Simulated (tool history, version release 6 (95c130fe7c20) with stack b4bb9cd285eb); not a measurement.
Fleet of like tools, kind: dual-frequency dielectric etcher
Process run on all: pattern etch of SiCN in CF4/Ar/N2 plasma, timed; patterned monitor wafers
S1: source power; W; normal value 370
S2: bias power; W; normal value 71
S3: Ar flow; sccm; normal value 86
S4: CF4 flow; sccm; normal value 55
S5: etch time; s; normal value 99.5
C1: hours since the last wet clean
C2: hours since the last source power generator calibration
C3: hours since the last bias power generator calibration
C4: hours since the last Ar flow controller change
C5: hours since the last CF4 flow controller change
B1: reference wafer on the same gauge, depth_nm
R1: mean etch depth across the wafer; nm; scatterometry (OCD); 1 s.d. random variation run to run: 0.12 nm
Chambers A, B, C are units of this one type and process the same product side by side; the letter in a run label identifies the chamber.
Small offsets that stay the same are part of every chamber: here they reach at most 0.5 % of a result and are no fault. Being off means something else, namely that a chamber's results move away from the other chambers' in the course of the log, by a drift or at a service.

run 1B hour=5.7 | S1=370 S2=71 S3=86 S4=55 S5=99.5 | C1=399.1 C2=668.1 C3=238.9 C4=2912.7 C5=2053.6 | B1=60.398 | R1=71.256
run 2C hour=11.6 | S1=370 S2=71 S3=86 S4=55 S5=99.5 | C1=29.5 C2=2722.1 C3=962.2 C4=5905.2 C5=931.7 | B1=60.355 | R1=71.299
run 3A hour=17.1 | S1=370 S2=71 S3=86 S4=55 S5=99.5 | C1=531.4 C2=1887.9 C3=1554.4 C4=1008.9 C5=183.9 | B1=60.354 | R1=70.946
run 4C hour=20.7 | S1=370 S2=71 S3=86 S4=55 S5=99.5 | C1=38.6 C2=2731.2 C3=971.3 C4=5914.3 C5=940.8 | B1=60.346 | R1=71.157
run 5B hour=24.9 | S1=370 S2=71 S3=86 S4=55 S5=99.5 | C1=418.3 C2=687.3 C3=258.1 C4=2931.9 C5=2072.8 | B1=60.336 | R1=70.826
run 6A hour=31.2 | S1=370 S2=71 S3=86 S4=55 S5=99.5 | C1=545.5 C2=1902.0 C3=1568.5 C4=1023.0 C5=198.0 | B1=60.304 | R1=70.960
run 7A hour=35.9 | S1=370 S2=71 S3=86 S4=55 S5=99.5 | C1=550.2 C2=1906.7 C3=1573.2 C4=1027.7 C5=202.7 | B1=60.316 | R1=70.682
run 8C hour=41.1 | S1=410 S2=71 S3=86 S4=55 S5=99.5 | C1=59.0 C2=2751.6 C3=991.7 C4=5934.7 C5=961.2 | B1=60.268 | R1=77.853
run 9B hour=44.0 | S1=410 S2=71 S3=86 S4=55 S5=99.5 | C1=437.4 C2=706.4 C3=277.2 C4=2951.0 C5=2091.9 | B1=60.283 | R1=77.578
run 10B hour=48.9 | S1=410 S2=71 S3=86 S4=55 S5=99.5 | C1=442.3 C2=711.3 C3=282.1 C4=2955.9 C5=2096.8 | B1=60.257 | R1=77.248
run 11A hour=54.9 | S1=370 S2=71 S3=86 S4=55 S5=99.5 | C1=569.2 C2=1925.7 C3=1592.2 C4=1046.7 C5=221.7 | B1=60.252 | R1=70.972
run 12C hour=60.7 | S1=370 S2=71 S3=86 S4=55 S5=99.5 | C1=78.6 C2=2771.2 C3=1011.3 C4=5954.3 C5=980.8 | B1=60.219 | R1=70.959
run 13C hour=66.1 | S1=370 S2=71 S3=86 S4=55 S5=99.5 | C1=84.0 C2=2776.6 C3=1016.7 C4=5959.7 C5=986.2 | B1=60.201 | R1=70.925
run 14A hour=70.6 | S1=370 S2=71 S3=86 S4=55 S5=99.5 | C1=584.9 C2=1941.4 C3=1607.9 C4=1062.4 C5=237.4 | B1=60.190 | R1=70.590
run 15B hour=74.7 | S1=370 S2=71 S3=86 S4=55 S5=99.5 | C1=468.1 C2=737.1 C3=307.9 C4=2981.7 C5=2122.6 | B1=60.172 | R1=70.565
run 16C hour=80.6 | S1=370 S2=71 S3=86 S4=55 S5=99.5 | C1=98.5 C2=2791.1 C3=1031.2 C4=5974.2 C5=1000.7 | B1=60.176 | R1=70.933
run 17A hour=86.9 | S1=370 S2=71 S3=86 S4=55 S5=99.5 | C1=601.2 C2=1957.7 C3=1624.2 C4=1078.7 C5=253.7 | B1=60.174 | R1=70.673
run 18B hour=92.5 | S1=370 S2=71 S3=86 S4=55 S5=99.5 | C1=485.9 C2=754.9 C3=325.7 C4=2999.5 C5=2140.4 | B1=60.119 | R1=70.324
run 19B hour=97.8 | S1=370 S2=71 S3=100 S4=45 S5=99.5 | C1=491.2 C2=760.2 C3=331.0 C4=3004.8 C5=2145.7 | B1=60.110 | R1=66.725
run 20C hour=103.6 | S1=370 S2=71 S3=100 S4=45 S5=99.5 | C1=121.5 C2=2814.1 C3=1054.2 C4=5997.2 C5=1023.7 | B1=60.103 | R1=66.952
run 21A hour=108.6 | S1=370 S2=71 S3=100 S4=45 S5=99.5 | C1=622.9 C2=1979.4 C3=1645.9 C4=1100.4 C5=275.4 | B1=60.086 | R1=66.649
run 22C hour=112.0 | S1=370 S2=71 S3=86 S4=55 S5=99.5 | C1=129.9 C2=2822.5 C3=1062.6 C4=6005.6 C5=1032.1 | B1=60.064 | R1=70.884
run 23A hour=114.9 | S1=370 S2=71 S3=86 S4=55 S5=99.5 | C1=629.2 C2=1985.7 C3=1652.2 C4=1106.7 C5=281.7 | B1=60.062 | R1=70.519
run 24B hour=121.0 | S1=370 S2=71 S3=86 S4=55 S5=99.5 | C1=514.4 C2=783.4 C3=354.2 C4=3028.0 C5=2168.9 | B1=60.038 | R1=70.852
run 25C hour=127.3 | S1=370 S2=71 S3=86 S4=55 S5=99.5 | C1=145.2 C2=2837.8 C3=1077.9 C4=6020.9 C5=1047.4 | B1=60.019 | R1=70.959
run 26B hour=131.6 | S1=370 S2=71 S3=86 S4=55 S5=99.5 | C1=525.0 C2=794.0 C3=364.8 C4=3038.6 C5=2179.5 | B1=59.998 | R1=70.689
run 27A hour=136.2 | S1=370 S2=71 S3=86 S4=55 S5=99.5 | C1=650.5 C2=2007.0 C3=1673.5 C4=1128.0 C5=303.0 | B1=60.012 | R1=70.428
run 28C hour=139.4 | S1=370 S2=71 S3=86 S4=55 S5=99.5 | C1=157.3 C2=2849.9 C3=1090.0 C4=6033.0 C5=1059.5 | B1=59.977 | R1=70.900

Next, every chamber runs the same settings. What will each give?
run 29A hour=144.1 | S1=370 S2=71 S3=86 S4=55 S5=118.5 | R1=?
run 29B hour=144.1 | S1=370 S2=71 S3=86 S4=55 S5=118.5 | R1=?
run 29C hour=144.1 | S1=370 S2=71 S3=86 S4=55 S5=118.5 | R1=?

run=29A R1=84.094
run=29B R1=83.856
run=29C R1=84.239

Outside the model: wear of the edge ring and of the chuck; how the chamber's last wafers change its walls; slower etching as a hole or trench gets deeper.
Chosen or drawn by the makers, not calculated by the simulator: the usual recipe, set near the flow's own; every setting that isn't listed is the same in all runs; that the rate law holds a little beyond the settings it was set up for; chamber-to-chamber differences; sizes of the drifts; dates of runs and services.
